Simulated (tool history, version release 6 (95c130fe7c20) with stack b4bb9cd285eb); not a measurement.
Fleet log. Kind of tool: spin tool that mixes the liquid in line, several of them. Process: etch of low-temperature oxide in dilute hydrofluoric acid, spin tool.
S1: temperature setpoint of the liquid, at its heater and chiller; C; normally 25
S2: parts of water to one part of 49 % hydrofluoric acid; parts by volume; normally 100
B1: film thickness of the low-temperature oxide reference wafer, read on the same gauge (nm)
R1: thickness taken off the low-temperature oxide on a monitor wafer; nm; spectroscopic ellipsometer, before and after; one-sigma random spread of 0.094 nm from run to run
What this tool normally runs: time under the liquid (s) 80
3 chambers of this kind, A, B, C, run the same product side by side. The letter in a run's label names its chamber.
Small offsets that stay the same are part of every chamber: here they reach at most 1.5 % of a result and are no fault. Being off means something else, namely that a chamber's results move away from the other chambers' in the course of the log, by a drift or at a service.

run 1B hour=6.3 | S1=25 S2=100 time_under_the_liquid_(s)=80 | B1=30.017 | R1=10.828
run 2A hour=14.0 | S1=25 S2=100 time_under_the_liquid_(s)=80 | B1=29.994 | R1=10.841
run 3C hour=21.8 | S1=25 S2=100 time_under_the_liquid_(s)=80 | B1=29.980 | R1=10.712
run 4C hour=28.7 | S1=25 S2=100 time_under_the_liquid_(s)=80 | B1=30.024 | R1=10.791
run 5A hour=37.9 | S1=25 S2=100 time_under_the_liquid_(s)=80 | B1=29.994 | R1=10.914
run 6B hour=50.9 | S1=25 S2=100 time_under_the_liquid_(s)=80 | B1=30.043 | R1=10.621
run 7C hour=58.5 | S1=25 S2=100 time_under_the_liquid_(s)=80 | B1=29.977 | R1=10.923
run 8B hour=67.7 | S1=25 S2=65 time_under_the_liquid_(s)=80 | B1=30.042 | R1=17.086
run 9A hour=77.0 | S1=25 S2=65 time_under_the_liquid_(s)=80 | B1=29.972 | R1=17.278
run 10B hour=85.6 | S1=25 S2=65 time_under_the_liquid_(s)=80 | B1=30.002 | R1=17.447
run 11C hour=96.8 | S1=25 S2=100 time_under_the_liquid_(s)=80 | B1=30.000 | R1=10.775
run 12A hour=103.0 | S1=25 S2=100 time_under_the_liquid_(s)=80 | B1=30.010 | R1=10.639
run 13B hour=110.1 | S1=25 S2=100 time_under_the_liquid_(s)=80 | B1=30.025 | R1=10.668
run 14C hour=116.4 | S1=25 S2=100 time_under_the_liquid_(s)=80 | B1=30.002 | R1=11.163
run 15A hour=124.9 | S1=25 S2=100 time_under_the_liquid_(s)=80 | B1=29.977 | R1=10.794
run 16B hour=133.8 | S1=25 S2=100 time_under_the_liquid_(s)=80 | B1=30.009 | R1=10.668
run 17A hour=142.5 | S1=25 S2=100 time_under_the_liquid_(s)=80 | B1=29.989 | R1=10.828
run 18C hour=151.9 | S1=25 S2=100 time_under_the_liquid_(s)=80 | B1=30.031 | R1=11.125
run 19C hour=164.2 | S1=25 S2=100 time_under_the_liquid_(s)=80 | B1=29.995 | R1=11.116
run 20A hour=175.6 | S1=25 S2=100 time_under_the_liquid_(s)=80 | B1=30.026 | R1=10.886
run 21B hour=184.7 | S1=25 S2=60 time_under_the_liquid_(s)=100 | B1=30.019 | R1=23.194
run 22C hour=190.9 | S1=25 S2=60 time_under_the_liquid_(s)=100 | B1=29.989 | R1=24.924
run 23A hour=199.6 | S1=25 S2=60 time_under_the_liquid_(s)=100 | B1=30.014 | R1=23.639
-- hour=213.1 chamber C: thermometer replaced
run 24B hour=213.2 | S1=25 S2=100 time_under_the_liquid_(s)=80 | B1=29.991 | R1=10.713
run 25B hour=222.5 | S1=25 S2=100 time_under_the_liquid_(s)=80 | B1=30.001 | R1=10.834
-- hour=234.4 chamber A: hydrofluoric acid flow meter replaced
run 26C hour=235.1 | S1=25 S2=100 time_under_the_liquid_(s)=80 | B1=30.009 | R1=11.274
run 27A hour=244.6 | S1=25 S2=100 time_under_the_liquid_(s)=80 | B1=29.996 | R1=10.561
run 28B hour=254.8 | S1=25 S2=100 time_under_the_liquid_(s)=80 | B1=30.016 | R1=10.768
run 29A hour=266.0 | S1=25 S2=100 time_under_the_liquid_(s)=80 | B1=30.010 | R1=10.665
run 30C hour=277.5 | S1=25 S2=100 time_under_the_liquid_(s)=80 | B1=29.977 | R1=11.579
run 31C hour=286.0 | S1=25 S2=100 time_under_the_liquid_(s)=80 | B1=30.035 | R1=11.451
run 32B hour=294.3 | S1=25 S2=100 time_under_the_liquid_(s)=80 | B1=30.020 | R1=10.818
run 33A hour=303.0 | S1=25 S2=100 time_under_the_liquid_(s)=80 | B1=29.984 | R1=10.736
run 34A hour=313.4 | S1=25 S2=100 time_under_the_liquid_(s)=115 | B1=30.013 | R1=15.395
run 35B hour=320.5 | S1=25 S2=100 time_under_the_liquid_(s)=115 | B1=30.043 | R1=15.373

Predict what each chamber gives when all 3 of them run the settings below next.
run 36A hour=330.7 | S1=25 S2=100 time_under_the_liquid_(s)=80 | R1=?
run 36B hour=330.7 | S1=25 S2=100 time_under_the_liquid_(s)=80 | R1=?
run 36C hour=330.7 | S1=25 S2=100 time_under_the_liquid_(s)=80 | R1=?

run=36A R1=10.845
run=36B R1=10.751
run=36C R1=11.687
